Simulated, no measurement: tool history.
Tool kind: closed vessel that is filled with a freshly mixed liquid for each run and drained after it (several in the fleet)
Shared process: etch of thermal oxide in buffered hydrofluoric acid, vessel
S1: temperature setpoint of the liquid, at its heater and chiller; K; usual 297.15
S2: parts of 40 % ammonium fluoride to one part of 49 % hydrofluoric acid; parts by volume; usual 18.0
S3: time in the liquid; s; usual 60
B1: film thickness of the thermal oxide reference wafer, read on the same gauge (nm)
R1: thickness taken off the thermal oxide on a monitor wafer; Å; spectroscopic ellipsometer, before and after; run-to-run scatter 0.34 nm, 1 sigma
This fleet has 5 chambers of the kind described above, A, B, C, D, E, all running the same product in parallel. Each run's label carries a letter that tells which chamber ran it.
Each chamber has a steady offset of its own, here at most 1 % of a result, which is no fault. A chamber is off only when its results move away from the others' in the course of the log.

run 1B day=0.554 | S1=297.15 S2=18.0 S3=60 | B1=59.991 | R1=379.27
run 2E day=0.988 | S1=297.15 S2=18.0 S3=60 | B1=59.991 | R1=377.10
run 3D day=1.525 | S1=297.15 S2=18.0 S3=60 | B1=59.994 | R1=374.62
run 4A day=2.017 | S1=297.15 S2=18.0 S3=60 | B1=60.004 | R1=380.16
run 5C day=2.317 | S1=297.15 S2=18.0 S3=60 | B1=59.954 | R1=386.04
run 6A day=2.679 | S1=297.15 S2=18.0 S3=60 | B1=60.005 | R1=378.50
run 7B day=3.071 | S1=295.65 S2=24.5 S3=60 | B1=60.012 | R1=273.82
run 8C day=3.542 | S1=295.65 S2=24.5 S3=60 | B1=60.028 | R1=279.96
run 9E day=3.996 | S1=295.65 S2=24.5 S3=60 | B1=60.031 | R1=270.86
run 10D day=4.596 | S1=295.65 S2=24.5 S3=60 | B1=60.041 | R1=273.63
run 11B day=4.896 | S1=295.65 S2=24.5 S3=60 | B1=59.924 | R1=278.19
run 12E day=5.433 | S1=297.15 S2=18.0 S3=60 | B1=60.022 | R1=379.98
run 13D day=5.738 | S1=297.15 S2=18.0 S3=60 | B1=60.009 | R1=381.67
run 14C day=6.004 | S1=297.15 S2=18.0 S3=60 | B1=59.970 | R1=391.62
run 15A day=6.338 | S1=297.15 S2=18.0 S3=60 | B1=59.999 | R1=374.25
run 16A day=6.671 | S1=297.15 S2=18.0 S3=60 | B1=60.040 | R1=381.51
run 17D day=7.200 | S1=297.15 S2=18.0 S3=60 | B1=60.037 | R1=376.25
run 18C day=7.621 | S1=297.15 S2=18.0 S3=60 | B1=59.999 | R1=380.33
run 19B day=8.142 | S1=297.15 S2=18.0 S3=60 | B1=60.004 | R1=383.74
run 20E day=8.692 | S1=297.15 S2=18.0 S3=60 | B1=59.954 | R1=382.06
run 21A day=9.242 | S1=297.15 S2=18.0 S3=60 | B1=59.974 | R1=382.70
run 22E day=9.829 | S1=297.15 S2=18.0 S3=60 | B1=59.966 | R1=379.42
run 23B day=10.346 | S1=297.15 S2=18.0 S3=60 | B1=59.963 | R1=373.83
run 24D day=10.625 | S1=297.15 S2=18.0 S3=60 | B1=59.952 | R1=375.73
run 25C day=11.125 | S1=297.15 S2=18.0 S3=85 | B1=59.987 | R1=554.57
run 26C day=11.712 | S1=297.15 S2=18.0 S3=85 | B1=59.992 | R1=554.33
run 27A day=12.067 | S1=297.15 S2=18.0 S3=85 | B1=59.999 | R1=537.55
run 28D day=12.500 | S1=297.15 S2=18.0 S3=85 | B1=60.028 | R1=543.90
-- day=12.842 chamber E: thermometer replaced
run 29B day=12.921 | S1=297.15 S2=18.0 S3=85 | B1=59.987 | R1=539.60
run 30E day=13.375 | S1=297.15 S2=18.0 S3=60 | B1=59.950 | R1=378.54
run 31E day=13.688 | S1=297.15 S2=18.0 S3=60 | B1=60.000 | R1=379.00
run 32D day=14.046 | S1=297.15 S2=18.0 S3=60 | B1=60.038 | R1=382.91
run 33A day=14.492 | S1=297.15 S2=18.0 S3=60 | B1=59.946 | R1=376.93
run 34B day=15.025 | S1=297.15 S2=18.0 S3=60 | B1=60.009 | R1=376.09

For the next run the whole fleet of 5 chambers uses the same settings. Give each chamber's results:
run 35A day=15.458 | S1=297.15 S2=18.0 S3=60 | R1=?
run 35B day=15.458 | S1=297.15 S2=18.0 S3=60 | R1=?
run 35C day=15.458 | S1=297.15 S2=18.0 S3=60 | R1=?
run 35D day=15.458 | S1=297.15 S2=18.0 S3=60 | R1=?
run 35E day=15.458 | S1=297.15 S2=18.0 S3=60 | R1=?

run=35A R1=377.55
run=35B R1=377.59
run=35C R1=390.87
run=35D R1=376.92
run=35E R1=381.14
